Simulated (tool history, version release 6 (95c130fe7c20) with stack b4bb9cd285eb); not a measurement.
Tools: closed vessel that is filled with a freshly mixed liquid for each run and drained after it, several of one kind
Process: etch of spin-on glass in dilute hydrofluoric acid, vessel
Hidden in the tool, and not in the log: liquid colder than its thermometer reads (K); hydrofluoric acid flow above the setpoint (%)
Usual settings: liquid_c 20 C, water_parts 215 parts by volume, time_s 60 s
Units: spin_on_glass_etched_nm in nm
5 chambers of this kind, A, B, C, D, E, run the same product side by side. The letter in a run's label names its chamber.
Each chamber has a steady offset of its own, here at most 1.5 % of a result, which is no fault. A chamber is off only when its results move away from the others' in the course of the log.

| run | hour | liquid_c | water_parts | time_s | hours since the thermometer was replaced | hours since the hydrofluoric acid flow meter was replaced | read-back film thickness of the spin-on glass reference wafer, read on the same gauge (nm) | spin_on_glass_etched_nm |
|---|---|---|---|---|---|---|---|---|
| 1D | 5.5 | 20 | 215 | 60 | 2097.4 | 990.7 | 140.01 | 6.9007 |
| 2C | 14.2 | 20 | 215 | 60 | 1419.6 | 607.7 | 139.97 | 6.9344 |
| 3A | 22 | 20 | 215 | 60 | 1671.5 | 966.7 | 139.98 | 6.9766 |
|  | 24.6 | chamber E: thermometer replaced |
| 4E | 32.8 | 20 | 215 | 60 | 8.3 | 1409.2 | 140.01 | 6.9211 |
| 5B | 41.4 | 20 | 215 | 60 | 516.3 | 573.7 | 140 | 6.8712 |
| 6B | 47.2 | 20 | 145 | 80 | 522.1 | 579.5 | 140.02 | 14.403 |
| 7C | 55.2 | 20 | 145 | 80 | 1460.6 | 648.7 | 140 | 14.61 |
| 8D | 61.4 | 20 | 145 | 80 | 2153.3 | 1046.6 | 140.02 | 14.642 |
| 9E | 67.1 | 20 | 145 | 80 | 42.6 | 1443.5 | 140.03 | 14.711 |
| 10A | 78.4 | 20 | 145 | 80 | 1727.9 | 1023.1 | 139.99 | 14.925 |
| 11E | 86.1 | 20 | 215 | 60 | 61.6 | 1462.5 | 139.98 | 6.9701 |
| 12D | 96.1 | 20 | 215 | 60 | 2188 | 1081.3 | 139.98 | 6.9427 |
| 13B | 106.9 | 20 | 215 | 60 | 581.8 | 639.2 | 140.02 | 6.8857 |
| 14A | 113.1 | 20 | 215 | 60 | 1762.6 | 1057.8 | 140.01 | 7.0734 |
| 15C | 123.6 | 20 | 215 | 60 | 1529 | 717.1 | 140.02 | 6.9446 |
| 16A | 131.3 | 20 | 215 | 60 | 1780.8 | 1076 | 140 | 7.151 |
| 17C | 142.4 | 20 | 215 | 60 | 1547.8 | 735.9 | 140 | 6.9375 |
| 18B | 153.3 | 20 | 215 | 60 | 628.2 | 685.6 | 139.99 | 6.8954 |
| 19D | 162.2 | 20 | 215 | 60 | 2254.1 | 1147.4 | 139.98 | 6.9173 |
|  | 166.4 | chamber C: thermometer replaced |
| 20E | 173.8 | 20 | 215 | 60 | 149.3 | 1550.2 | 140 | 6.9194 |
| 21C | 185.4 | 20 | 140 | 90 | 19 | 778.9 | 139.98 | 17.173 |
| 22D | 191.7 | 20 | 140 | 90 | 2283.6 | 1176.9 | 140.01 | 16.932 |
| 23B | 201.5 | 20 | 140 | 90 | 676.4 | 733.8 | 139.99 | 16.827 |
|  | 201.7 | chamber B: thermometer replaced |
| 24A | 207.6 | 20 | 140 | 90 | 1857.1 | 1152.3 | 139.99 | 17.894 |
| 25E | 214.9 | 20 | 140 | 90 | 190.4 | 1591.3 | 140.01 | 17.156 |
|  | 218.1 | chamber D: thermometer replaced |
| 26A | 222.4 | 20 | 215 | 60 | 1871.9 | 1167.1 | 139.97 | 7.2275 |
|  | 225.8 | chamber E: hydrofluoric acid flow meter replaced |
| 27C | 233.3 | 20 | 215 | 60 | 66.9 | 826.8 | 139.99 | 6.9332 |
| 28D | 240.2 | 20 | 215 | 60 | 22.1 | 1225.4 | 139.99 | 6.9017 |
| 29B | 246.5 | 20 | 215 | 60 | 44.9 | 778.8 | 140.04 | 6.9116 |
| 30E | 258.6 | 17.5 | 215 | 60 | 234.1 | 32.8 | 139.99 | 6.2685 |
| 31C | 266.6 | 17.5 | 215 | 60 | 100.2 | 860.1 | 139.99 | 6.2842 |
| 32B | 276 | 17.5 | 215 | 60 | 74.4 | 808.3 | 139.99 | 6.1994 |
| 33E | 282 | 17.5 | 215 | 60 | 257.5 | 56.2 | 140.01 | 6.2391 |
| 34A | 287.4 | 17.5 | 215 | 60 | 1936.9 | 1232.1 | 139.95 | 6.6395 |
| 35D | 294.1 | 20 | 215 | 60 | 76 | 1279.3 | 140.01 | 6.9159 |
| 36B | 299.9 | 20 | 135 | 60 | 98.3 | 832.2 | 140.01 | 11.858 |
| 37C | 308.8 | 20 | 135 | 60 | 142.4 | 902.3 | 140.01 | 12.02 |

What goes on in this fleet: one chamber off, a drifting gauge, or nothing beyond the chambers' own small offsets? Name the chamber and the cause, if any.

Chamber A drifts away from the others.
Cause: hydrofluoric acid flow above the setpoint (%) = 4.06.
The log may not tell that from: liquid hotter than its thermometer reads (K).

Here are 4 candidates for chamber A's next run, each the usual settings with a change, their results left as question marks. Which one brings its results back in line with what the others give on the usual settings?
In line means no further than this from the other chambers' mean on the usual settings: spin_on_glass_etched_nm 0.11 nm
| 38A-1 | 317.6 | 20 | 205 | 60 |  |  |  | ? |
| 38A-2 | 317.6 | 19.5 | 215 | 60 |  |  |  | ? |
| 38A-3 | 317.6 | 20.5 | 215 | 60 |  |  |  | ? |
| 38A-4 | 317.6 | 20 | 225 | 60 |  |  |  | ? |

The other chambers' mean on the usual settings: spin_on_glass_etched_nm 6.9184 nm
| run | spin_on_glass_etched_nm |
|---|---|
| 38A-1 | 7.7656 |
| 38A-2 | 7.2003 |
| 38A-3 | 7.4799 |
| 38A-4 | 6.9494 |
38A-4 brings the chamber back in line.
